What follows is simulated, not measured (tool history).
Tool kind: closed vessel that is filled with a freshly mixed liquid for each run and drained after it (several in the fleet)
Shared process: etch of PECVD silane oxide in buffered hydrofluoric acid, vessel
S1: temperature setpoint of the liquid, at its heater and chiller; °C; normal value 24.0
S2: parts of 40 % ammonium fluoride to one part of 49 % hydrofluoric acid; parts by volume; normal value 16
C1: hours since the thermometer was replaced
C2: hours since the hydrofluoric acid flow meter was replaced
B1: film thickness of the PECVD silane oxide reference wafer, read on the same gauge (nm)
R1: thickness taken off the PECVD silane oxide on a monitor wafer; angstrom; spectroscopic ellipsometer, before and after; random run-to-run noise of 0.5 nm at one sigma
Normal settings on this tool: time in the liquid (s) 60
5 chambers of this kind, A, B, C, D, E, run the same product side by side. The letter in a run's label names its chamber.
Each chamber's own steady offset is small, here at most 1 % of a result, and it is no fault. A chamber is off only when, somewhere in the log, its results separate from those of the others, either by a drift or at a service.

Run 1A, hour 9.7: usual settings; C1 576.3; C2 271.6; B1 70.011. Result: R1 1336.9 angstrom.
Run 2B, hour 16.4: usual settings; C1 1821.1; C2 269.6; B1 69.984. Result: R1 1351.2 angstrom.
Run 3E, hour 21.4: usual settings; C1 75.6; C2 1199.7; B1 70.001. Result: R1 1341.0 angstrom.
Run 4D, hour 31.3: usual settings; C1 1199.2; C2 294.3; B1 70.014. Result: R1 1327.6 angstrom.
Run 5C, hour 36.4: usual settings; C1 443.9; C2 359.1; B1 69.956. Result: R1 1339.1 angstrom.
Run 6A, hour 42.3: usual settings; C1 608.9; C2 304.2; B1 69.991. Result: R1 1348.1 angstrom.
Run 7D, hour 49.2: usual settings; C1 1217.1; C2 312.2; B1 70.017. Result: R1 1320.3 angstrom.
Run 8C, hour 58.9: usual settings; C1 466.4; C2 381.6; B1 70.009. Result: R1 1346.6 angstrom.
Run 9B, hour 67.4: usual settings; C1 1872.1; C2 320.6; B1 70.005. Result: R1 1345.1 angstrom.
Run 10E, hour 76.5: usual settings; C1 130.7; C2 1254.8; B1 70.017. Result: R1 1346.4 angstrom.
Run 11A, hour 82.2: usual settings; C1 648.8; C2 344.1; B1 69.999. Result: R1 1347.0 angstrom.
Run 12C, hour 87.3: usual settings; C1 494.8; C2 410.0; B1 69.996. Result: R1 1343.0 angstrom.
Run 13E, hour 93.9: usual settings; C1 148.1; C2 1272.2; B1 69.979. Result: R1 1335.9 angstrom.
Run 14B, hour 101.4: usual settings; C1 1906.1; C2 354.6; B1 69.990. Result: R1 1343.0 angstrom.
Run 15D, hour 107.3: usual settings but S1 28.0 °C, time in the liquid (s) 90; C1 1275.2; C2 370.3; B1 69.985. Result: R1 2485.4 angstrom.
Run 16E, hour 112.3: usual settings but S1 28.0 °C, time in the liquid (s) 90; C1 166.5; C2 1290.6; B1 69.987. Result: R1 2505.6 angstrom.
Run 17B, hour 118.2: usual settings but S1 28.0 °C, time in the liquid (s) 90; C1 1922.9; C2 371.4; B1 70.000. Result: R1 2486.3 angstrom.
Run 18D, hour 124.4: usual settings but S1 28.0 °C, time in the liquid (s) 90; C1 1292.3; C2 387.4; B1 70.053. Result: R1 2469.6 angstrom.
Run 19A, hour 132.3: usual settings but S1 28.0 °C, time in the liquid (s) 90; C1 698.9; C2 394.2; B1 70.008. Result: R1 2491.1 angstrom.
Run 20C, hour 138.8: usual settings; C1 546.3; C2 461.5; B1 70.010. Result: R1 1336.3 angstrom.
At hour 145.4: chamber B: hydrofluoric acid flow meter replaced.
Run 21E, hour 147.2: usual settings; C1 201.4; C2 1325.5; B1 70.018. Result: R1 1332.7 angstrom.
Run 22D, hour 153.9: usual settings; C1 1321.8; C2 416.9; B1 69.945. Result: R1 1331.6 angstrom.
Run 23B, hour 163.4: usual settings; C1 1968.1; C2 18.1; B1 70.014. Result: R1 1349.5 angstrom.
Run 24A, hour 172.1: usual settings; C1 738.7; C2 434.0; B1 69.984. Result: R1 1335.7 angstrom.
Run 25C, hour 178.8: usual settings; C1 586.3; C2 501.5; B1 70.008. Result: R1 1345.8 angstrom.
Run 26C, hour 188.5: usual settings; C1 596.0; C2 511.2; B1 69.972. Result: R1 1345.1 angstrom.
Run 27A, hour 197.7: usual settings; C1 764.3; C2 459.6; B1 69.977. Result: R1 1337.5 angstrom.
Run 28B, hour 204.8: usual settings; C1 2009.5; C2 59.5; B1 69.992. Result: R1 1340.9 angstrom.
Run 29D, hour 211.8: usual settings; C1 1379.7; C2 474.8; B1 69.967. Result: R1 1325.0 angstrom.
Run 30E, hour 220.8: usual settings; C1 275.0; C2 1399.1; B1 70.026. Result: R1 1338.8 angstrom.
Run 31D, hour 225.6: usual settings; C1 1393.5; C2 488.6; B1 69.999. Result: R1 1331.2 angstrom.
Run 32A, hour 233.2: usual settings; C1 799.8; C2 495.1; B1 69.965. Result: R1 1338.6 angstrom.

Does one chamber stand apart from the rest, does the shared gauge drift, or is all well apart from small per-chamber offsets? Give the chamber and the most likely cause, where there is one.

Nothing is wrong: each chamber keeps only its own small, steady offset and the gauge holds still.
